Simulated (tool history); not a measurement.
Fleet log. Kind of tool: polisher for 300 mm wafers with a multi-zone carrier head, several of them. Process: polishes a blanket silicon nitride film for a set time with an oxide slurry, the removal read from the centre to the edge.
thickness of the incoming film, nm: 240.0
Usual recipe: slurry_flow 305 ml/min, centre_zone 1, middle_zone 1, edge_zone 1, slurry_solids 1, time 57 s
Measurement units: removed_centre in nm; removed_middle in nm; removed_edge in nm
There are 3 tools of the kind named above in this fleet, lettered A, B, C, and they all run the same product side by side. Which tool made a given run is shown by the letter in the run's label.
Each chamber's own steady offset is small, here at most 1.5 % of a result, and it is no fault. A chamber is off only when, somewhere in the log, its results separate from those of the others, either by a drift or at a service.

| run | hour | slurry_flow | centre_zone | middle_zone | edge_zone | slurry_solids | time | removed_centre | removed_middle | removed_edge |
|---|---|---|---|---|---|---|---|---|---|---|
|  | 6.4 | chamber A: worn pad replaced by a new one |
|  | 15.4 | chamber B: slurry nozzle cleaned |
| 1C | 15.9 | 305 | 1 | 1 | 1 | 1 | 57 | 28.954 | 29.518 | 29.207 |
| 2B | 24.2 | 305 | 1 | 1 | 1 | 1 | 57 | 29.53 | 29.553 | 29.182 |
| 3A | 37.3 | 305 | 1 | 1 | 1 | 1 | 57 | 29.326 | 29.796 | 28.999 |
| 4C | 46.7 | 305 | 1 | 1 | 1 | 1 | 57 | 29.265 | 29.257 | 29.019 |
|  | 51.9 | chamber C: slurry nozzle cleaned |
| 5B | 58.3 | 305 | 1 | 1 | 1 | 1 | 57 | 28.763 | 29.227 | 29.401 |
| 6A | 66.7 | 305 | 1 | 1 | 1 | 1 | 57 | 29.684 | 29.65 | 28.647 |
|  | 75.6 | chamber C: worn pad replaced by a new one |
| 7B | 77 | 305 | 1 | 1 | 1 | 1 | 57 | 29.401 | 29.57 | 29.41 |
| 8C | 85.8 | 305 | 1 | 1 | 1 | 1 | 57 | 29.969 | 29.376 | 28.956 |
| 9A | 101.4 | 305 | 1 | 1 | 1 | 1 | 57 | 29.614 | 29.791 | 29.473 |
| 10B | 112.7 | 305 | 1 | 1 | 1 | 1 | 57 | 29.005 | 29.567 | 29.508 |
| 11A | 121.9 | 305 | 1 | 1 | 1 | 1 | 57 | 29.385 | 29.731 | 28.944 |
| 12C | 134 | 305 | 1 | 1 | 1 | 1 | 57 | 29.125 | 29.593 | 29.01 |
|  | 134.6 | chamber B: worn pad replaced by a new one |
| 13A | 144.9 | 305 | 1 | 1 | 1 | 1 | 57 | 28.508 | 29.307 | 29.03 |
| 14B | 157.3 | 305 | 1 | 1 | 1 | 1 | 57 | 29.03 | 29.845 | 29.378 |
| 15C | 167.6 | 305 | 1 | 1.04 | 1 | 1 | 71 | 36.426 | 37.859 | 35.828 |
|  | 170.1 | chamber C: worn pad replaced by a new one |
| 16A | 181.1 | 305 | 1 | 1.04 | 1 | 1 | 71 | 36.312 | 38.336 | 36.181 |
| 17C | 196.5 | 305 | 1 | 1.04 | 1 | 1 | 71 | 36.418 | 38.186 | 36.237 |
| 18B | 205 | 305 | 1 | 0.91 | 1 | 1 | 57 | 29.138 | 27.185 | 29.15 |
| 19A | 218.1 | 305 | 1 | 0.91 | 1 | 1 | 57 | 29.476 | 27.035 | 29.54 |
| 20C | 232.6 | 305 | 1 | 0.91 | 1 | 1 | 57 | 29.671 | 27.163 | 29.267 |
|  | 243.8 | chamber A: worn pad replaced by a new one |
| 21B | 248 | 305 | 1 | 1 | 1 | 1 | 57 | 28.77 | 29.587 | 29.111 |
|  | 259.8 | chamber C: worn pad replaced by a new one |
| 22B | 262.4 | 305 | 1 | 1 | 1 | 1 | 57 | 29.263 | 29.884 | 29.232 |
|  | 272.1 | chamber C: slurry nozzle cleaned |
| 23A | 277.4 | 305 | 1 | 1 | 1 | 1.2 | 57 | 31.336 | 31.556 | 31.608 |
| 24C | 284.7 | 305 | 1 | 1 | 1 | 1.2 | 57 | 31.988 | 32.394 | 31.668 |

Each of the 3 chambers runs these same settings next. Fill in every chamber's results:
| 25A | 296.4 | 305 | 1 | 1 | 1 | 1 | 57 | ? | ? | ? |
| 25B | 296.4 | 305 | 1 | 1 | 1 | 1 | 57 | ? | ? | ? |
| 25C | 296.4 | 305 | 1 | 1 | 1 | 1 | 57 | ? | ? | ? |

| run | removed_centre | removed_middle | removed_edge |
|---|---|---|---|
| 25A | 30.036 | 29.108 | 29.274 |
| 25B | 29.066 | 29.29 | 29.414 |
| 25C | 29.262 | 28.934 | 29.453 |
